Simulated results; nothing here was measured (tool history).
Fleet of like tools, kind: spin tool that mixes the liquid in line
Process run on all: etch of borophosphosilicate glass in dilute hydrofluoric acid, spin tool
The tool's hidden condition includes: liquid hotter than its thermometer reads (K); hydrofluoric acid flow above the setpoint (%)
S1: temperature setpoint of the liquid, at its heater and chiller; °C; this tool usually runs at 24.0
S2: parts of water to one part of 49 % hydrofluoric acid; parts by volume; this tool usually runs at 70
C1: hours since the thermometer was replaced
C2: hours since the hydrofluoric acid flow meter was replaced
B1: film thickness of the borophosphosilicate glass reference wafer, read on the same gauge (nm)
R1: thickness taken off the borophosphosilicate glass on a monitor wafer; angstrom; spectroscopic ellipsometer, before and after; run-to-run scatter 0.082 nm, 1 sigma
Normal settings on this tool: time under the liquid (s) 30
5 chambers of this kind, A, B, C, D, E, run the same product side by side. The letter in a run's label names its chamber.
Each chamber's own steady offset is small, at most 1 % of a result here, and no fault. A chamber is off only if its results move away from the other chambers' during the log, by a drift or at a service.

run 1E hour=10.8 | S1=24.0 S2=70 time_under_the_liquid_(s)=30 | C1=1973.2 C2=158.7 | B1=30.016 | R1=156.830
run 2C hour=18.5 | S1=24.0 S2=70 time_under_the_liquid_(s)=30 | C1=245.0 C2=348.3 | B1=29.991 | R1=158.040
run 3D hour=24.6 | S1=24.0 S2=70 time_under_the_liquid_(s)=30 | C1=493.1 C2=725.5 | B1=29.961 | R1=155.420
run 4A hour=33.6 | S1=24.0 S2=70 time_under_the_liquid_(s)=30 | C1=1592.4 C2=113.1 | B1=30.046 | R1=156.830
run 5B hour=39.4 | S1=24.0 S2=70 time_under_the_liquid_(s)=30 | C1=752.8 C2=481.9 | B1=29.986 | R1=155.810
run 6D hour=52.3 | S1=24.0 S2=70 time_under_the_liquid_(s)=30 | C1=520.8 C2=753.2 | B1=30.031 | R1=156.540
run 7E hour=61.6 | S1=24.0 S2=70 time_under_the_liquid_(s)=30 | C1=2024.0 C2=209.5 | B1=30.016 | R1=156.670
run 8A hour=69.2 | S1=24.0 S2=55 time_under_the_liquid_(s)=30 | C1=1628.0 C2=148.7 | B1=30.037 | R1=203.020
-- hour=73.6 chamber D: hydrofluoric acid flow meter replaced
run 9B hour=75.4 | S1=24.0 S2=55 time_under_the_liquid_(s)=30 | C1=788.8 C2=517.9 | B1=29.986 | R1=202.490
run 10C hour=83.9 | S1=24.0 S2=55 time_under_the_liquid_(s)=30 | C1=310.4 C2=413.7 | B1=30.007 | R1=205.070
run 11C hour=93.8 | S1=24.0 S2=55 time_under_the_liquid_(s)=30 | C1=320.3 C2=423.6 | B1=29.978 | R1=205.850
run 12E hour=103.0 | S1=24.0 S2=55 time_under_the_liquid_(s)=30 | C1=2065.4 C2=250.9 | B1=30.001 | R1=204.420
run 13D hour=112.2 | S1=24.0 S2=70 time_under_the_liquid_(s)=30 | C1=580.7 C2=38.7 | B1=29.990 | R1=155.870
run 14A hour=120.0 | S1=24.0 S2=70 time_under_the_liquid_(s)=30 | C1=1678.8 C2=199.5 | B1=29.990 | R1=155.470
-- hour=123.0 chamber D: thermometer replaced
run 15B hour=130.0 | S1=24.0 S2=70 time_under_the_liquid_(s)=30 | C1=843.4 C2=572.5 | B1=30.041 | R1=155.600
run 16E hour=137.3 | S1=24.0 S2=70 time_under_the_liquid_(s)=30 | C1=2099.7 C2=285.2 | B1=30.034 | R1=155.650
run 17C hour=146.0 | S1=24.0 S2=70 time_under_the_liquid_(s)=30 | C1=372.5 C2=475.8 | B1=29.996 | R1=157.780
run 18D hour=156.5 | S1=24.0 S2=70 time_under_the_liquid_(s)=30 | C1=33.5 C2=83.0 | B1=30.007 | R1=155.220
run 19B hour=162.4 | S1=24.0 S2=70 time_under_the_liquid_(s)=30 | C1=875.8 C2=604.9 | B1=29.982 | R1=155.960
run 20A hour=170.7 | S1=24.0 S2=70 time_under_the_liquid_(s)=30 | C1=1729.5 C2=250.2 | B1=30.023 | R1=157.420
run 21E hour=178.4 | S1=24.0 S2=70 time_under_the_liquid_(s)=30 | C1=2140.8 C2=326.3 | B1=30.001 | R1=157.650
run 22B hour=184.3 | S1=24.0 S2=70 time_under_the_liquid_(s)=30 | C1=897.7 C2=626.8 | B1=29.956 | R1=155.360
run 23A hour=190.3 | S1=24.0 S2=70 time_under_the_liquid_(s)=30 | C1=1749.1 C2=269.8 | B1=29.978 | R1=154.930
run 24C hour=196.9 | S1=24.0 S2=35 time_under_the_liquid_(s)=45 | C1=423.4 C2=526.7 | B1=29.987 | R1=502.030
run 25D hour=205.6 | S1=24.0 S2=35 time_under_the_liquid_(s)=45 | C1=82.6 C2=132.1 | B1=30.027 | R1=494.170
run 26D hour=214.5 | S1=24.0 S2=35 time_under_the_liquid_(s)=45 | C1=91.5 C2=141.0 | B1=29.994 | R1=489.920
run 27A hour=221.6 | S1=24.0 S2=35 time_under_the_liquid_(s)=45 | C1=1780.4 C2=301.1 | B1=30.015 | R1=491.890
run 28C hour=233.3 | S1=24.0 S2=35 time_under_the_liquid_(s)=45 | C1=459.8 C2=563.1 | B1=29.966 | R1=509.660
run 29B hour=244.9 | S1=24.0 S2=70 time_under_the_liquid_(s)=30 | C1=958.3 C2=687.4 | B1=29.999 | R1=155.820
run 30E hour=256.5 | S1=24.0 S2=70 time_under_the_liquid_(s)=30 | C1=2218.9 C2=404.4 | B1=30.012 | R1=156.200
run 31E hour=264.5 | S1=24.0 S2=70 time_under_the_liquid_(s)=30 | C1=2226.9 C2=412.4 | B1=30.003 | R1=156.440
run 32C hour=270.9 | S1=24.0 S2=70 time_under_the_liquid_(s)=30 | C1=497.4 C2=600.7 | B1=29.989 | R1=156.400
run 33D hour=276.8 | S1=24.0 S2=70 time_under_the_liquid_(s)=30 | C1=153.8 C2=203.3 | B1=30.004 | R1=153.820
run 34B hour=284.9 | S1=26.5 S2=70 time_under_the_liquid_(s)=15 | C1=998.3 C2=727.4 | B1=30.009 | R1=85.822

Does one chamber stand apart from the rest, does the shared gauge drift, or is all well apart from small per-chamber offsets? Give the chamber and the most likely cause, where there is one.

No chamber is off and the gauge is stable; the differences are just each chamber's small, constant offset.

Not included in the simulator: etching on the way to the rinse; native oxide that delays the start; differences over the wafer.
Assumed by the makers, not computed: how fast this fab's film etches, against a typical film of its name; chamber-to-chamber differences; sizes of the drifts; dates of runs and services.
